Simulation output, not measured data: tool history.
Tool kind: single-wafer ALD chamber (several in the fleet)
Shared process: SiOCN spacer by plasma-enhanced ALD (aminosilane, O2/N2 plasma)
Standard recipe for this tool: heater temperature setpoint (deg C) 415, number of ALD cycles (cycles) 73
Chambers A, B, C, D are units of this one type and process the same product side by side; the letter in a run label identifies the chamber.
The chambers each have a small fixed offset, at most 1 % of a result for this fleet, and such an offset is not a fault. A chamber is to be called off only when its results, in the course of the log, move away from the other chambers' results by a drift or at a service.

run     day  heater temperature setpoint (deg C)  number of ALD cycles (cycles)  hours since the last thermocouple change  read-back reference wafer on the same gauge, thickness_nm  mean film thickness on the monitor wafer (angstrom)
 1C   0.321                                  415                             73                                    1163.0                                                     4.6796                                               41.821
 2B   0.725                                  415                             73                                     731.2                                                     4.6823                                               41.474
 3A   0.921                                  415                             73                                     828.1                                                     4.6796                                               42.333
 4D   1.233                                  415                             73                                     153.0                                                     4.6782                                               41.926
 5B   1.458                                  415                             73                                     748.8                                                     4.6829                                               41.253
 6D   1.679                                  415                             73                                     163.7                                                     4.6794                                               42.069
 7C   2.071                                  415                             73                                    1205.0                                                     4.6760                                               42.100
 8A   2.442                                  402                             67                                     864.6                                                     4.6787                                               40.458
 9B   2.671                                  402                             67                                     777.9                                                     4.6789                                               39.584
10D   2.929                                  402                             67                                     193.7                                                     4.6839                                               40.689
11C   3.175                                  402                             67                                    1231.5                                                     4.6880                                               40.203
12A   3.546                                  415                             73                                     891.1                                                     4.6891                                               42.432
13C   3.917                                  409                             87                                    1249.3                                                     4.6803                                               50.971
14A   4.292                                  409                             87                                     909.0                                                     4.6840                                               51.090
15B   4.567                                  409                             87                                     823.4                                                     4.6817                                               50.703
16D   4.967                                  409                             87                                     242.6                                                     4.6781                                               50.813
17A   5.333                                  415                             73                                     934.0                                                     4.6790                                               42.307
18D   5.600                                  415                             73                                     257.8                                                     4.6827                                               42.134
19C   5.988                                  415                             73                                    1299.0                                                     4.6840                                               41.983
20B   6.321                                  404                             81                                     865.5                                                     4.6794                                               47.845
21D   6.708                                  404                             81                                     284.4                                                     4.6747                                               48.744
22C   7.062                                  404                             81                                    1324.8                                                     4.6820                                               47.745
23A   7.254                                  404                             81                                     980.1                                                     4.6784                                               48.281
24B   7.567                                  404                             59                                     895.4                                                     4.6774                                               34.722
25D   7.967                                  404                             59                                     314.6                                                     4.6814                                               35.364
26C   8.208                                  404                             59                                    1352.3                                                     4.6795                                               35.105
27B   8.579                                  404                             59                                     919.7                                                     4.6774                                               35.027
28A   8.962                                  415                             73                                    1021.1                                                     4.6787                                               42.160
29D   9.167                                  415                             73                                     343.4                                                     4.6752                                               41.987
30A   9.433                                  415                             73                                    1032.4                                                     4.6779                                               41.922
31B   9.688                                  415                             73                                     946.3                                                     4.6841                                               41.815
32C  10.038                                  415                             73                                    1396.2                                                     4.6872                                               41.718

Decide between three cases: one chamber stands off from its peers, the gauge reading all wafers drifts, or nothing is wrong past each chamber's small offset. Where a chamber is off, say which and what most likely put it there.

The fleet is healthy, with each chamber sitting at its usual small offset and no drift in the gauge.

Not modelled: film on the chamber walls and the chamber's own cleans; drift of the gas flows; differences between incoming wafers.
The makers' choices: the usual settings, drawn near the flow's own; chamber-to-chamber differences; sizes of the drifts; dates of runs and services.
